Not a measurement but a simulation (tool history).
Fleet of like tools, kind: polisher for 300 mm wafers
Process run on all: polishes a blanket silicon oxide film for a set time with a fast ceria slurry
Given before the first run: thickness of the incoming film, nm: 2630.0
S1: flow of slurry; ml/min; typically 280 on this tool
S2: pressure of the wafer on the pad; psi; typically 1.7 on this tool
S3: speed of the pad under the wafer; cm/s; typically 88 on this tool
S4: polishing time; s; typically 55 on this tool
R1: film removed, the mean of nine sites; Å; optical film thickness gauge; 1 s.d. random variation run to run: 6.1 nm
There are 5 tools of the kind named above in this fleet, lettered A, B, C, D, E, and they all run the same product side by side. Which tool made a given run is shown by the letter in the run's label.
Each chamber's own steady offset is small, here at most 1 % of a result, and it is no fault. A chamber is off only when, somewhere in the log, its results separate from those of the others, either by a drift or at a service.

run 1B hour=3 | S1=280 S2=1.7 S3=88 S4=55 | R1=4072.4
-- hour=3.3 chamber E: worn pad replaced by a new one
run 2A hour=5.1 | S1=280 S2=1.7 S3=88 S4=55 | R1=4157.3
run 3D hour=8.6 | S1=280 S2=1.7 S3=88 S4=55 | R1=4159.9
run 4C hour=11.4 | S1=280 S2=1.7 S3=88 S4=55 | R1=4196.9
-- hour=13.4 chamber D: worn pad replaced by a new one
run 5E hour=15 | S1=280 S2=1.7 S3=88 S4=55 | R1=4060.6
run 6D hour=19.6 | S1=280 S2=1.7 S3=88 S4=55 | R1=4085.4
run 7C hour=22 | S1=280 S2=1.7 S3=88 S4=55 | R1=4207.2
-- hour=22.5 chamber B: worn pad replaced by a new one
run 8A hour=24.3 | S1=280 S2=1.7 S3=88 S4=55 | R1=4066
-- hour=26.5 chamber C: worn pad replaced by a new one
run 9B hour=28 | S1=280 S2=1.7 S3=88 S4=55 | R1=4019.3
run 10E hour=31.8 | S1=280 S2=1.7 S3=88 S4=55 | R1=4059.9
run 11A hour=34.2 | S1=280 S2=1.7 S3=88 S4=55 | R1=4122.7
run 12C hour=37.7 | S1=280 S2=1.7 S3=88 S4=55 | R1=4106
run 13B hour=40 | S1=230 S2=1.7 S3=74 S4=55 | R1=3309.9
-- hour=43.3 chamber B: head pressure recalibrated
run 14E hour=44.1 | S1=230 S2=1.7 S3=74 S4=55 | R1=3343.7
run 15D hour=46.1 | S1=230 S2=1.7 S3=74 S4=55 | R1=3443.7
run 16A hour=50.4 | S1=230 S2=1.7 S3=74 S4=55 | R1=3502.8
run 17E hour=54 | S1=230 S2=1.7 S3=74 S4=55 | R1=3297.1
-- hour=55.8 chamber E: slurry nozzle cleaned
run 18D hour=57.5 | S1=280 S2=1.7 S3=88 S4=55 | R1=3977.9
-- hour=59.1 chamber E: worn pad replaced by a new one
run 19B hour=60.7 | S1=280 S2=1.7 S3=88 S4=55 | R1=3967.5
run 20C hour=64.1 | S1=280 S2=1.7 S3=88 S4=55 | R1=4233.8
run 21C hour=66.8 | S1=280 S2=1.7 S3=88 S4=55 | R1=4156.2
run 22D hour=69.8 | S1=280 S2=1.7 S3=88 S4=55 | R1=4131.7
run 23B hour=74 | S1=280 S2=1.7 S3=88 S4=55 | R1=4050
-- hour=77.5 chamber C: worn pad replaced by a new one
run 24A hour=77.5 | S1=375 S2=1.7 S3=88 S4=55 | R1=4129.8
-- hour=77.8 chamber B: worn pad replaced by a new one
-- hour=78.7 chamber A: worn pad replaced by a new one
run 25E hour=81.3 | S1=375 S2=1.7 S3=88 S4=55 | R1=4224.2
-- hour=82.3 chamber D: worn pad replaced by a new one
run 26D hour=85.1 | S1=375 S2=1.7 S3=88 S4=55 | R1=4340.5
run 27A hour=88.8 | S1=375 S2=1.7 S3=88 S4=55 | R1=4072
run 28C hour=91.7 | S1=375 S2=1.7 S3=88 S4=55 | R1=4310.8
run 29E hour=93.7 | S1=280 S2=1.7 S3=88 S4=55 | R1=3984.3
run 30B hour=97.2 | S1=280 S2=1.7 S3=88 S4=55 | R1=4033.7
run 31A hour=101.7 | S1=280 S2=1.7 S3=88 S4=55 | R1=3855.1
run 32D hour=106 | S1=280 S2=1.7 S3=88 S4=55 | R1=4109
-- hour=109 chamber E: worn pad replaced by a new one
run 33C hour=109.8 | S1=280 S2=1.7 S3=88 S4=55 | R1=4139.7
run 34B hour=113.5 | S1=280 S2=1.7 S3=88 S4=55 | R1=4072.4
run 35E hour=116.6 | S1=280 S2=1.7 S3=88 S4=55 | R1=4014.9
run 36C hour=118.9 | S1=280 S2=1.7 S3=88 S4=55 | R1=4218.8
run 37D hour=123 | S1=280 S2=1.7 S3=88 S4=55 | R1=4148.3
run 38A hour=125.3 | S1=280 S2=1.7 S3=68 S4=44 | R1=2332.3
run 39B hour=128.1 | S1=280 S2=1.7 S3=68 S4=44 | R1=2491.7
run 40E hour=131.3 | S1=280 S2=1.7 S3=68 S4=44 | R1=2520.3

Predict what each chamber gives when all 5 of them run the settings below next.
run 41A hour=134.6 | S1=280 S2=1.7 S3=88 S4=46 | R1=?
run 41B hour=134.6 | S1=280 S2=1.7 S3=88 S4=46 | R1=?
run 41C hour=134.6 | S1=280 S2=1.7 S3=88 S4=46 | R1=?
run 41D hour=134.6 | S1=280 S2=1.7 S3=88 S4=46 | R1=?
run 41E hour=134.6 | S1=280 S2=1.7 S3=88 S4=46 | R1=?

run=41A R1=3136.3
run=41B R1=3335.5
run=41C R1=3545.2
run=41D R1=3387.3
run=41E R1=3371.5
